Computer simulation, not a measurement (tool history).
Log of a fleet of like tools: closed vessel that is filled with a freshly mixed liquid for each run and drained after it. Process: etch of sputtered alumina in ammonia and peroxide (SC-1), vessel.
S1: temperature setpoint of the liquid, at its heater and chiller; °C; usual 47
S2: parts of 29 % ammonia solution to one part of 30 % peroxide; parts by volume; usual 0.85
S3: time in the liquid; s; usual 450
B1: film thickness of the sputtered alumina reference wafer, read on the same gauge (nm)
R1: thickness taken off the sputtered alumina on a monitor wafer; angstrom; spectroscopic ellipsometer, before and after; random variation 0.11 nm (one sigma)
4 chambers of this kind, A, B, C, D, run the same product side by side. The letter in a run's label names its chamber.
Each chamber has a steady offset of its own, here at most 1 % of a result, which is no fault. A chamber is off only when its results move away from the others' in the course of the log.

| run | hour | S1 | S2 | S3 | B1 | R1 |
|---|---|---|---|---|---|---|
|  | 6.1 | chamber C: new drum of ammonia solution connected |
| 1A | 11 | 47 | 0.85 | 450 | 30.026 | 143.53 |
| 2D | 19.8 | 47 | 0.85 | 450 | 30.004 | 146.49 |
| 3B | 27.5 | 47 | 0.85 | 450 | 30.034 | 143.01 |
| 4C | 33.6 | 47 | 0.85 | 450 | 30.011 | 146.83 |
| 5B | 39.5 | 47 | 0.85 | 450 | 29.999 | 142.32 |
| 6D | 46.8 | 47 | 0.85 | 450 | 30.019 | 145.68 |
| 7A | 53.8 | 47 | 0.85 | 450 | 29.993 | 143.45 |
| 8C | 62.2 | 47 | 0.85 | 450 | 30.05 | 146.99 |
| 9C | 67.6 | 47 | 0.85 | 450 | 29.952 | 146.15 |
| 10A | 74.7 | 47 | 0.85 | 450 | 30.027 | 143.34 |
| 11B | 80.5 | 47 | 0.85 | 450 | 30.011 | 144.29 |
| 12D | 86.2 | 47 | 0.85 | 450 | 30.023 | 147.28 |
| 13D | 94.4 | 47 | 0.85 | 450 | 29.995 | 145.08 |
| 14A | 104.2 | 47 | 0.85 | 450 | 30.002 | 142.31 |
| 15B | 109.8 | 47 | 0.85 | 450 | 30.015 | 144.62 |
| 16C | 115.2 | 47 | 0.85 | 450 | 29.98 | 140.88 |
| 17A | 120.6 | 47 | 0.85 | 450 | 30.016 | 144.94 |
| 18B | 128.2 | 47 | 1.2 | 600 | 30.034 | 198.88 |
| 19C | 134.1 | 47 | 1.2 | 600 | 30.022 | 190.55 |
| 20D | 140.4 | 47 | 1.2 | 600 | 29.999 | 199.64 |
|  | 142.6 | chamber B: ammonia flow meter replaced |
| 21C | 147.9 | 47 | 1.2 | 600 | 30.009 | 186.79 |
| 22D | 154.1 | 47 | 0.85 | 450 | 29.981 | 147.27 |
| 23A | 160.7 | 47 | 0.85 | 450 | 30.017 | 144.3 |
| 24B | 165.8 | 47 | 0.85 | 450 | 30.009 | 142.46 |
| 25D | 174 | 47 | 0.85 | 450 | 29.982 | 145.78 |

What goes on in this fleet: one chamber off, a drifting gauge, or nothing beyond the chambers' own small offsets? Name the chamber and the cause, if any.

Chamber C drifts away from the others.
Cause: liquid colder than its thermometer reads (K) = 1.73.

Here are 4 candidates for chamber C's next run, each the usual settings with a change, their results left as question marks. Which one brings its results back in line with what the others give on the usual settings?
In line means no further than this from the other chambers' mean on the usual settings: R1 3.7 angstrom
| 26C-1 | 182 | 48.5 | 0.85 | 490 |  | ? |
| 26C-2 | 182 | 47 | 0.85 | 375 |  | ? |
| 26C-3 | 182 | 47 | 0.85 | 490 |  | ? |
| 26C-4 | 182 | 47 | 0.85 | 410 |  | ? |

The other chambers' mean on the usual settings: R1 144.76 angstrom
| run | R1 |
|---|---|
| 26C-1 | 156.37 |
| 26C-2 | 109.95 |
| 26C-3 | 143.66 |
| 26C-4 | 120.21 |
26C-3 brings the chamber back in line.

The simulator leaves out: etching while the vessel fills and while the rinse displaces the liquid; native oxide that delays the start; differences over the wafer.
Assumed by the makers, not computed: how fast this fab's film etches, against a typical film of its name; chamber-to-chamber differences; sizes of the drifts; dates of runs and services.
